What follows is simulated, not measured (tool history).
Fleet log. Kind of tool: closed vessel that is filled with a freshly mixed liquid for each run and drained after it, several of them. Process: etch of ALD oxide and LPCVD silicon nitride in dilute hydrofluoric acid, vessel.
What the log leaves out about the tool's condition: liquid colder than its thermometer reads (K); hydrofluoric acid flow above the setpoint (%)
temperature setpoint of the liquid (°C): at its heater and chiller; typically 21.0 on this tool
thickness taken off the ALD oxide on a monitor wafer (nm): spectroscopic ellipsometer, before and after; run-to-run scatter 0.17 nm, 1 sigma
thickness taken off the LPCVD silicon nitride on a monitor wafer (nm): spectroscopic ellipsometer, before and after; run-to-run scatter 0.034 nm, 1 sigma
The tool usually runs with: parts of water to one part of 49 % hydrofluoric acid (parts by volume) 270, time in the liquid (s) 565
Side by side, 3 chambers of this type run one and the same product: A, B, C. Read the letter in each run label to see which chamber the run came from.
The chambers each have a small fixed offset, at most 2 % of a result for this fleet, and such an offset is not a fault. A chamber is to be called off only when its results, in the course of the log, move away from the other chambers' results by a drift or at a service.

run	hour	temperature setpoint of the liquid (°C)	parts of water to one part of 49 % hydrofluoric acid (parts by volume)	time in the liquid (s)	hours since the thermometer was replaced	hours since the hydrofluoric acid flow meter was replaced	read-back film thickness of the ALD oxide reference wafer, read on the same gauge (nm)	read-back film thickness of the LPCVD silicon nitride reference wafer, read on the same gauge (nm)	thickness taken off the ALD oxide on a monitor wafer (nm)	thickness taken off the LPCVD silicon nitride on a monitor wafer (nm)
1C	10.5	21.0	270	565	372.1	258.4	90.020	80.042	18.8070	0.93114
2A	19.7	21.0	270	565	532.0	79.5	89.993	79.989	18.3440	1.00920
3B	33.7	21.0	270	565	1245.7	595.9	90.004	79.980	18.6670	0.99181
4C	47.8	21.0	270	565	409.4	295.7	89.996	79.936	18.8740	0.99924
5B	58.8	21.0	270	565	1270.8	621.0	89.997	80.036	18.4010	0.98497
6A	70.2	21.0	270	565	582.5	130.0	90.007	80.029	18.1080	0.98828
7C	76.7	21.0	270	565	438.3	324.6	89.998	80.021	18.5160	1.04360
8B	84.7	17.5	270	295	1296.7	646.9	89.991	79.987	8.3956	0.40238
9A	98.2	17.5	270	295	610.5	158.0	89.994	79.990	8.4489	0.40754
10A	109.5	17.5	270	295	621.8	169.3	89.992	79.988	8.2413	0.42114
11C	120.6	25.5	270	565	482.2	368.5	90.009	79.925	21.7240	1.28160
12B	127.0	25.5	270	565	1339.0	689.2	90.009	80.000	21.8870	1.25530
13A	140.0	25.5	270	565	652.3	199.8	89.995	80.008	21.0730	1.26660
14B	149.0	21.0	370	765	1361.0	711.2	89.996	79.997	16.5560	0.97013
15C	161.8	21.0	370	765	523.4	409.7	90.008	79.992	17.1540	1.00450
16B	170.0	21.0	370	765	1382.0	732.2	90.002	79.981	16.6460	0.96065
17C	182.2	21.0	270	565	543.8	430.1	89.996	80.031	18.6060	0.99631
18A	189.5	21.0	270	565	701.8	249.3	89.990	80.027	17.6390	0.92503
19B	195.7	21.0	395	670	1407.7	757.9	89.993	80.002	13.4080	0.82343
20C	206.3	21.0	395	670	567.9	454.2	89.986	79.990	13.5530	0.80532
21A	218.6	21.0	395	670	730.9	278.4	90.006	79.926	12.4110	0.75709
22B	228.8	21.0	270	565	1440.8	791.0	90.004	79.989	18.4040	0.95569
23C	242.7	21.0	270	565	604.3	490.6	90.001	80.013	18.5530	0.91958
24A	251.4	21.0	270	565	763.7	311.2	90.006	80.020	17.1760	0.96329
25C	263.2	21.0	270	565	624.8	511.1	90.002	80.019	18.6040	1.01080
26B	272.2	19.0	270	295	1484.2	834.4	89.985	80.035	8.9220	0.46576
27A	278.8	19.0	270	295	791.1	338.6	89.982	80.020	8.3353	0.40793
28A	291.3	19.0	270	295	803.6	351.1	90.008	79.972	8.2215	0.40082
29B	299.8	21.0	270	565	1511.8	862.0	89.996	79.966	18.2190	0.98828
30C	312.5	21.0	270	565	674.1	560.4	90.013	79.991	18.3480	0.95651
31A	321.2	21.0	270	565	833.5	381.0	89.995	79.984	16.9610	0.85167
32B	333.5	21.0	270	565	1545.5	895.7	90.001	80.051	18.4760	0.98743
33C	341.6	21.0	270	405	703.2	589.5	90.010	79.987	13.2980	0.69901

Read the log: is a single chamber off, either drifting away or since a service, is the gauge that measures every chamber drifting, or is nothing wrong beyond small per-chamber offsets? Name any odd chamber and what most likely caused it.

One chamber, A, drifts off from the rest bit by bit.
What lies behind it: liquid colder than its thermometer reads (K) = 2.38.

Chamber A could run next with any of the 4 candidate recipes listed below; each alters the usual settings, and their results appear as question marks. Which one brings its results back in line with what the other chambers deliver on the usual settings?
Allowed miss from the other chambers' usual-settings mean, per result, to count as in line: thickness taken off the ALD oxide on a monitor wafer (nm) 0.6000; thickness taken off the LPCVD silicon nitride on a monitor wafer (nm) 0.12000
34A-1	351.8	20.0	270	520					?	?
34A-2	351.8	22.0	270	610					?	?
34A-3	351.8	20.5	270	545					?	?
34A-4	351.8	21.5	270	585					?	?

The mean the other chambers reach with the usual settings: thickness taken off the ALD oxide on a monitor wafer (nm) 18.5380; thickness taken off the LPCVD silicon nitride on a monitor wafer (nm) 0.98531
run	thickness taken off the ALD oxide on a monitor wafer (nm)	thickness taken off the LPCVD silicon nitride on a monitor wafer (nm)
34A-1	14.5960	0.73618
34A-2	18.4440	0.98155
34A-3	15.5920	0.79724
34A-4	17.3670	0.91203
34A-2 brings the chamber back in line.
